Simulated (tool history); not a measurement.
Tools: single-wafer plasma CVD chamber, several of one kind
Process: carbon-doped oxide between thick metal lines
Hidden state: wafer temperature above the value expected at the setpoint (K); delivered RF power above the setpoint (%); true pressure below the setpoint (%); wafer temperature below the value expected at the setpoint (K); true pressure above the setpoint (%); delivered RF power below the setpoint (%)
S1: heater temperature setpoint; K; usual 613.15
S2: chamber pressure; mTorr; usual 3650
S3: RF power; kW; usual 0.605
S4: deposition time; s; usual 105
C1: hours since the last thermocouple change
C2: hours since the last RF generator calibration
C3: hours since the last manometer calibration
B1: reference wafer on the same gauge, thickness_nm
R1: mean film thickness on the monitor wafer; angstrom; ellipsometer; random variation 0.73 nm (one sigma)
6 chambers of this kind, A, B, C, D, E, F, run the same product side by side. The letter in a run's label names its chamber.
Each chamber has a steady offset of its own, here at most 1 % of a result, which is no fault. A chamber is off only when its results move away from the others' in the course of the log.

run	hour	S1	S2	S3	S4	C1	C2	C3	B1	R1
1B	9.2	613.15	3650	0.605	105	1733.9	1833.3	142.0	583.97	5790.0
2A	22.9	613.15	3650	0.605	105	1310.4	1095.6	708.2	583.86	5824.6
3F	36.2	613.15	3650	0.605	105	2071.4	943.7	930.4	583.82	5899.6
4E	43.8	613.15	3650	0.605	105	754.3	470.0	62.7	583.88	5827.8
5D	52.6	613.15	3650	0.605	105	72.5	274.3	971.4	583.67	5845.0
6C	62.6	613.15	3650	0.605	105	528.6	966.7	343.2	583.52	5802.2
7B	77.5	613.15	3650	0.605	105	1802.2	1901.6	210.3	583.52	5789.2
8D	86.8	613.15	3650	0.605	105	106.7	308.5	1005.6	583.34	5844.2
9C	102.1	613.15	3650	0.605	105	568.1	1006.2	382.7	583.39	5809.1
10F	117.2	613.15	4160	0.605	105	2152.4	1024.7	1011.4	583.35	5984.5
11A	126.1	613.15	4160	0.605	105	1413.6	1198.8	811.4	583.23	5916.8
12E	134.7	613.15	4160	0.605	105	845.2	560.9	153.6	583.06	5939.7
13A	142.0	613.15	4160	0.605	105	1429.5	1214.7	827.3	583.04	5918.5
14D	151.1	613.15	4160	0.605	105	171.0	372.8	1069.9	583.00	5964.8
15F	162.2	613.15	4160	0.605	105	2197.4	1069.7	1056.4	582.98	5986.4
# hour 170.4: chamber F: RF generator calibrated
16E	174.9	613.15	3650	0.605	105	885.4	601.1	193.8	582.99	5821.2
# hour 179.9: chamber D: capacitance manometer re-zeroed and calibrated
17C	184.5	613.15	3650	0.710	105	650.5	1088.6	465.1	582.84	6352.8
# hour 186.6: chamber B: thermocouple changed; heater temperature recalibrated
18B	199.5	613.15	3650	0.710	105	12.9	2023.6	332.3	582.75	6359.7
19A	206.3	613.15	3650	0.710	105	1493.8	1279.0	891.6	582.81	6357.0
20D	214.0	613.15	3650	0.710	105	233.9	435.7	34.2	582.64	6419.9
# hour 218.9: chamber B: RF generator calibrated
21C	226.0	613.15	3650	0.710	105	692.0	1130.1	506.6	582.62	6350.3
22F	237.3	613.15	3650	0.710	105	2272.5	66.9	1131.5	582.68	6468.3
23E	250.0	613.15	3650	0.605	105	960.5	676.2	268.9	582.56	5818.5
24B	262.0	613.15	3650	0.605	105	75.4	43.2	394.8	582.39	5801.1
25B	273.8	613.15	3650	0.605	105	87.2	55.0	406.6	582.32	5789.6
26A	286.9	613.15	3650	0.605	105	1574.4	1359.6	972.2	582.35	5786.6
27F	297.3	613.15	3650	0.605	105	2332.5	126.9	1191.5	582.19	5870.9
28E	305.6	613.15	3650	0.605	105	1016.1	731.8	324.5	582.23	5803.3
29C	317.2	613.15	3650	0.605	105	783.2	1221.3	597.8	582.18	5787.8
30D	332.4	613.15	3650	0.605	105	352.3	554.1	152.6	582.01	5835.5
# hour 336.4: chamber A: thermocouple changed; heater temperature recalibrated
31E	347.8	613.15	3650	0.605	105	1058.3	774.0	366.7	581.85	5812.2
32D	360.3	613.15	2990	0.605	105	380.2	582.0	180.5	581.77	5685.4
33A	370.9	613.15	2990	0.605	105	34.6	1443.6	1056.2	581.77	5653.0
34F	381.1	613.15	2990	0.605	105	2416.3	210.7	1275.3	581.66	5742.7
35B	395.1	613.15	2990	0.605	105	208.5	176.3	527.9	581.51	5646.9
36C	409.1	613.15	2990	0.605	105	875.1	1313.2	689.7	581.60	5655.5
37E	420.1	613.15	2990	0.605	105	1130.6	846.3	439.0	581.57	5668.9
38B	434.9	613.15	3650	0.605	105	248.3	216.1	567.7	581.42	5789.3
39F	448.1	613.15	3650	0.605	105	2483.3	277.7	1342.3	581.37	5870.7
40C	455.0	613.15	3650	0.605	105	921.0	1359.1	735.6	581.30	5772.6
41A	461.9	613.15	3650	0.605	105	125.6	1534.6	1147.2	581.21	5771.2
42D	475.9	613.15	3650	0.605	105	495.8	697.6	296.1	581.05	5809.3
43F	490.5	613.15	3650	0.605	105	2525.7	320.1	1384.7	581.07	5868.8

All 6 chambers run these settings next. Forecast each chamber's results:
44A	501.6	613.15	4230	0.605	105					?
44B	501.6	613.15	4230	0.605	105					?
44C	501.6	613.15	4230	0.605	105					?
44D	501.6	613.15	4230	0.605	105					?
44E	501.6	613.15	4230	0.605	105					?
44F	501.6	613.15	4230	0.605	105					?

run	R1
44A	5903.4
44B	5897.7
44C	5903.1
44D	5946.2
44E	5917.1
44F	5995.0
